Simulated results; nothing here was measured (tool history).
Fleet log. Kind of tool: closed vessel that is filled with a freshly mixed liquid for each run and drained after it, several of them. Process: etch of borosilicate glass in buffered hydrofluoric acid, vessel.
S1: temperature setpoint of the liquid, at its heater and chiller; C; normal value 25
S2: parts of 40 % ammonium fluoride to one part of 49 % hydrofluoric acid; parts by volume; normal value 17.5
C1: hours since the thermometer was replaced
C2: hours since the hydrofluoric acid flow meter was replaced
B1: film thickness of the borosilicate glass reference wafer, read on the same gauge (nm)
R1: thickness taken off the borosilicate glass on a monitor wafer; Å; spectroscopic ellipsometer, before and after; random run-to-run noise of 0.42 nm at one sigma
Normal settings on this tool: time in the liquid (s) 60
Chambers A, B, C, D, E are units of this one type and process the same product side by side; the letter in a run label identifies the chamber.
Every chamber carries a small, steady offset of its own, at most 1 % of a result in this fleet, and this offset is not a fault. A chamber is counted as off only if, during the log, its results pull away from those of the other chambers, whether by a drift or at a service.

Run 1C, hour 13.0: usual settings; C1 384.1; C2 1079.3; B1 110.01. Result: R1 451.28 Å.
Run 2A, hour 20.8: usual settings; C1 517.8; C2 1886.5; B1 110.00. Result: R1 459.50 Å.
Run 3E, hour 31.3: usual settings; C1 1797.4; C2 1010.7; B1 109.99. Result: R1 465.28 Å.
Run 4D, hour 42.5: usual settings; C1 975.6; C2 2510.7; B1 109.98. Result: R1 453.85 Å.
Run 5B, hour 48.7: usual settings; C1 598.0; C2 1907.3; B1 109.99. Result: R1 450.93 Å.
Run 6B, hour 59.2: usual settings; C1 608.5; C2 1917.8; B1 109.99. Result: R1 460.09 Å.
At hour 64.1: chamber B: hydrofluoric acid flow meter replaced.
Run 7D, hour 69.1: usual settings but S2 14.0 parts by volume, time in the liquid (s) 30; C1 1002.2; C2 2537.3; B1 110.00. Result: R1 279.25 Å.
Run 8C, hour 76.6: usual settings but S2 14.0 parts by volume, time in the liquid (s) 30; C1 447.7; C2 1142.9; B1 109.98. Result: R1 285.11 Å.
Run 9A, hour 90.4: usual settings but S2 14.0 parts by volume, time in the liquid (s) 30; C1 587.4; C2 1956.1; B1 110.01. Result: R1 283.83 Å.
Run 10E, hour 101.3: usual settings but S2 14.0 parts by volume, time in the liquid (s) 30; C1 1867.4; C2 1080.7; B1 109.97. Result: R1 292.36 Å.
Run 11A, hour 108.7: usual settings but S2 14.0 parts by volume, time in the liquid (s) 30; C1 605.7; C2 1974.4; B1 110.03. Result: R1 282.66 Å.
Run 12B, hour 120.8: usual settings; C1 670.1; C2 56.7; B1 109.99. Result: R1 459.15 Å.
Run 13D, hour 132.8: usual settings; C1 1065.9; C2 2601.0; B1 110.01. Result: R1 448.67 Å.
At hour 139.1: chamber B: thermometer replaced.
Run 14E, hour 145.3: usual settings; C1 1911.4; C2 1124.7; B1 109.99. Result: R1 481.87 Å.
Run 15C, hour 156.1: usual settings; C1 527.2; C2 1222.4; B1 110.01. Result: R1 449.31 Å.
Run 16B, hour 162.3: usual settings; C1 23.2; C2 98.2; B1 109.98. Result: R1 459.75 Å.
Run 17C, hour 171.2: usual settings; C1 542.3; C2 1237.5; B1 110.03. Result: R1 445.08 Å.
Run 18D, hour 185.3: usual settings; C1 1118.4; C2 2653.5; B1 110.01. Result: R1 448.28 Å.
Run 19E, hour 197.1: usual settings; C1 1963.2; C2 1176.5; B1 110.00. Result: R1 488.16 Å.
Run 20A, hour 206.5: usual settings; C1 703.5; C2 2072.2; B1 109.99. Result: R1 449.14 Å.
Run 21D, hour 214.0: usual settings but S2 23.5 parts by volume, time in the liquid (s) 45; C1 1147.1; C2 2682.2; B1 109.99. Result: R1 266.78 Å.
At hour 220.4: chamber D: hydrofluoric acid flow meter replaced.
Run 22C, hour 225.2: usual settings but S2 23.5 parts by volume, time in the liquid (s) 45; C1 596.3; C2 1291.5; B1 109.98. Result: R1 267.64 Å.
Run 23A, hour 237.0: usual settings but S2 23.5 parts by volume, time in the liquid (s) 45; C1 734.0; C2 2102.7; B1 110.00. Result: R1 264.45 Å.
Run 24E, hour 246.7: usual settings but S2 23.5 parts by volume, time in the liquid (s) 45; C1 2012.8; C2 1226.1; B1 109.99. Result: R1 297.71 Å.
Run 25B, hour 256.2: usual settings but S2 23.5 parts by volume, time in the liquid (s) 45; C1 117.1; C2 192.1; B1 109.98. Result: R1 270.22 Å.
Run 26C, hour 262.9: usual settings; C1 634.0; C2 1329.2; B1 109.98. Result: R1 450.09 Å.
Run 27A, hour 269.6: usual settings; C1 766.6; C2 2135.3; B1 110.00. Result: R1 456.11 Å.
Run 28E, hour 276.7: usual settings; C1 2042.8; C2 1256.1; B1 109.99. Result: R1 497.92 Å.
Run 29D, hour 289.1: usual settings; C1 1222.2; C2 68.8; B1 110.00. Result: R1 458.76 Å.
Run 30B, hour 299.0: usual settings but time in the liquid (s) 85; C1 159.9; C2 234.9; B1 110.01. Result: R1 645.63 Å.
Run 31D, hour 308.1: usual settings but time in the liquid (s) 85; C1 1241.2; C2 87.8; B1 110.00. Result: R1 640.69 Å.
Run 32B, hour 318.7: usual settings but time in the liquid (s) 85; C1 179.6; C2 254.6; B1 110.01. Result: R1 656.43 Å.

Each of the 5 chambers runs these same settings next. Fill in every chamber's results:
Run 33A, hour 329.0: usual settings. Result: R1 ?.
Run 33B, hour 329.0: usual settings. Result: R1 ?.
Run 33C, hour 329.0: usual settings. Result: R1 ?.
Run 33D, hour 329.0: usual settings. Result: R1 ?.
Run 33E, hour 329.0: usual settings. Result: R1 ?.

run      R1
33A  463.80
33B  464.66
33C  457.30
33D  449.74
33E  511.76

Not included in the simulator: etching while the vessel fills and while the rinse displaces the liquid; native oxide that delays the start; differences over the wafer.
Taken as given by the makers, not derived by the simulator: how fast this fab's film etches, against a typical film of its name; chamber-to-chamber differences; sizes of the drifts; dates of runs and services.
